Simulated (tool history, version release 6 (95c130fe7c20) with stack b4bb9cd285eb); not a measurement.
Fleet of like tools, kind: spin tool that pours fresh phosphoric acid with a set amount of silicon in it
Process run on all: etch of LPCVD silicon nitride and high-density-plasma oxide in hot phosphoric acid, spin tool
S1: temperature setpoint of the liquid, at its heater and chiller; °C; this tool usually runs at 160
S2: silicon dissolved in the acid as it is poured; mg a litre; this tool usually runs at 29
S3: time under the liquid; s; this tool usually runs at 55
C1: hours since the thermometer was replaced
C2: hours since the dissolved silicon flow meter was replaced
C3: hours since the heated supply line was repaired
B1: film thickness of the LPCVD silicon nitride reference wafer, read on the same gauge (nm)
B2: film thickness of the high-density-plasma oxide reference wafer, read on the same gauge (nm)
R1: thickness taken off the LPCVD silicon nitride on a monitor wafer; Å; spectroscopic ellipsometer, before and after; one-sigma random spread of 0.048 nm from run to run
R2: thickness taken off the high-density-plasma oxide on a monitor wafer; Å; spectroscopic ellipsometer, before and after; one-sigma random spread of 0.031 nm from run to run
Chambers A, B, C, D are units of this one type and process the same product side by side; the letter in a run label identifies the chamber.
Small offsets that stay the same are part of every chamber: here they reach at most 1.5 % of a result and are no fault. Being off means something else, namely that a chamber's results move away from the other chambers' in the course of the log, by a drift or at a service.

run 1D hour=4.7 | S1=160 S2=29 S3=55 | C1=593.8 C2=541 C3=1233.2 | B1=89.967 B2=129.98 | R1=50.081 R2=1.903
run 2A hour=10.5 | S1=160 S2=29 S3=55 | C1=900.1 C2=367.7 C3=1686.5 | B1=90.029 B2=130.05 | R1=49.725 R2=0.74877
run 3C hour=15.6 | S1=160 S2=29 S3=55 | C1=1102.1 C2=784.9 C3=690 | B1=89.998 B2=129.95 | R1=50.521 R2=1.7184
run 4B hour=21.6 | S1=160 S2=29 S3=55 | C1=1317.3 C2=942.1 C3=1315.8 | B1=89.976 B2=130.01 | R1=49.297 R2=1.9915
run 5B hour=29.8 | S1=160 S2=29 S3=55 | C1=1325.5 C2=950.3 C3=1324 | B1=89.971 B2=130.02 | R1=49.463 R2=2.1192
run 6D hour=34.8 | S1=160 S2=29 S3=55 | C1=623.9 C2=571.1 C3=1263.3 | B1=90.016 B2=130 | R1=48.723 R2=1.8889
run 7A hour=41.2 | S1=160 S2=29 S3=55 | C1=930.8 C2=398.4 C3=1717.2 | B1=89.966 B2=129.97 | R1=49.093 R2=1.5728
run 8C hour=48.6 | S1=160 S2=29 S3=55 | C1=1135.1 C2=817.9 C3=723 | B1=90.006 B2=130.01 | R1=49.663 R2=1.7028
run 9D hour=53 | S1=160 S2=29 S3=55 | C1=642.1 C2=589.3 C3=1281.5 | B1=90.017 B2=129.98 | R1=49.693 R2=1.734
run 10A hour=57.9 | S1=160 S2=29 S3=55 | C1=947.5 C2=415.1 C3=1733.9 | B1=90.021 B2=130.03 | R1=50.211 R2=1.7729
run 11C hour=66.3 | S1=160 S2=29 S3=55 | C1=1152.8 C2=835.6 C3=740.7 | B1=89.967 B2=130 | R1=50.648 R2=1.9107
run 12B hour=73.3 | S1=160 S2=29 S3=55 | C1=1369 C2=993.8 C3=1367.5 | B1=90.002 B2=129.99 | R1=50.353 R2=1.4486
run 13D hour=81.6 | S1=160 S2=29 S3=55 | C1=670.7 C2=617.9 C3=1310.1 | B1=89.992 B2=130 | R1=49.899 R2=1.5293
run 14A hour=90 | S1=160 S2=29 S3=55 | C1=979.6 C2=447.2 C3=1766 | B1=90.017 B2=129.98 | R1=50.144 R2=1.3294
run 15C hour=97.1 | S1=160 S2=29 S3=55 | C1=1183.6 C2=866.4 C3=771.5 | B1=89.988 B2=130.01 | R1=49.725 R2=1.4871
run 16B hour=101.9 | S1=160 S2=29 S3=55 | C1=1397.6 C2=1022.4 C3=1396.1 | B1=90.004 B2=130 | R1=49.036 R2=1.854
run 17A hour=109.5 | S1=160 S2=29 S3=55 | C1=999.1 C2=466.7 C3=1785.5 | B1=89.983 B2=129.95 | R1=49.287 R2=1.8521
run 18C hour=115.5 | S1=160 S2=29 S3=55 | C1=1202 C2=884.8 C3=789.9 | B1=89.994 B2=130.01 | R1=50.366 R2=1.0426
run 19D hour=123.4 | S1=160 S2=50 S3=40 | C1=712.5 C2=659.7 C3=1351.9 | B1=89.992 B2=129.98 | R1=36.609 R2=0.62753
-- hour=125.9 chamber A: thermometer replaced
run 20B hour=131.2 | S1=160 S2=50 S3=40 | C1=1426.9 C2=1051.7 C3=1425.4 | B1=90.007 B2=129.99 | R1=35.519 R2=0.44178
run 21C hour=139.7 | S1=160 S2=50 S3=40 | C1=1226.2 C2=909 C3=814.1 | B1=90.015 B2=129.99 | R1=36.126 R2=0.39305
run 22B hour=146.2 | S1=160 S2=50 S3=40 | C1=1441.9 C2=1066.7 C3=1440.4 | B1=89.988 B2=129.95 | R1=36.022 R2=0.23703
run 23D hour=154.5 | S1=160 S2=29 S3=55 | C1=743.6 C2=690.8 C3=1383 | B1=90.011 B2=130 | R1=48.809 R2=1.7838
run 24A hour=159.1 | S1=160 S2=29 S3=55 | C1=33.2 C2=516.3 C3=1835.1 | B1=90.013 B2=130.03 | R1=50.554 R2=1.6908
run 25D hour=164.1 | S1=160 S2=29 S3=55 | C1=753.2 C2=700.4 C3=1392.6 | B1=90.009 B2=129.95 | R1=48.349 R2=1.5217
run 26B hour=173 | S1=160 S2=29 S3=55 | C1=1468.7 C2=1093.5 C3=1467.2 | B1=90.018 B2=130.03 | R1=49.914 R2=1.6847
run 27A hour=181.5 | S1=160 S2=29 S3=55 | C1=55.6 C2=538.7 C3=1857.5 | B1=90.026 B2=130 | R1=48.859 R2=1.6749
run 28C hour=186.7 | S1=160 S2=29 S3=55 | C1=1273.2 C2=956 C3=861.1 | B1=89.992 B2=129.97 | R1=50.292 R2=1.1504
run 29C hour=191.4 | S1=160 S2=29 S3=35 | C1=1277.9 C2=960.7 C3=865.8 | B1=89.993 B2=130.01 | R1=31.556 R2=0.96796
run 30B hour=200.2 | S1=160 S2=29 S3=35 | C1=1495.9 C2=1120.7 C3=1494.4 | B1=89.987 B2=130.03 | R1=31.156 R2=1.0519
run 31A hour=208.5 | S1=160 S2=29 S3=35 | C1=82.6 C2=565.7 C3=1884.5 | B1=90.017 B2=129.95 | R1=31.876 R2=0.78616
run 32D hour=217.5 | S1=160 S2=29 S3=35 | C1=806.6 C2=753.8 C3=1446 | B1=90.021 B2=129.99 | R1=31.554 R2=0.92389

Next, all 4 chambers run the settings below, one line each with question marks for the results. What does each chamber give?
run 33A hour=223.9 | S1=160 S2=29 S3=70 | R1=? R2=?
run 33B hour=223.9 | S1=160 S2=29 S3=70 | R1=? R2=?
run 33C hour=223.9 | S1=160 S2=29 S3=70 | R1=? R2=?
run 33D hour=223.9 | S1=160 S2=29 S3=70 | R1=? R2=?

run=33A R1=63.686 R2=2.2341
run=33B R1=64.051 R2=1.269
run=33C R1=63.632 R2=1.8906
run=33D R1=62.491 R2=2.2167
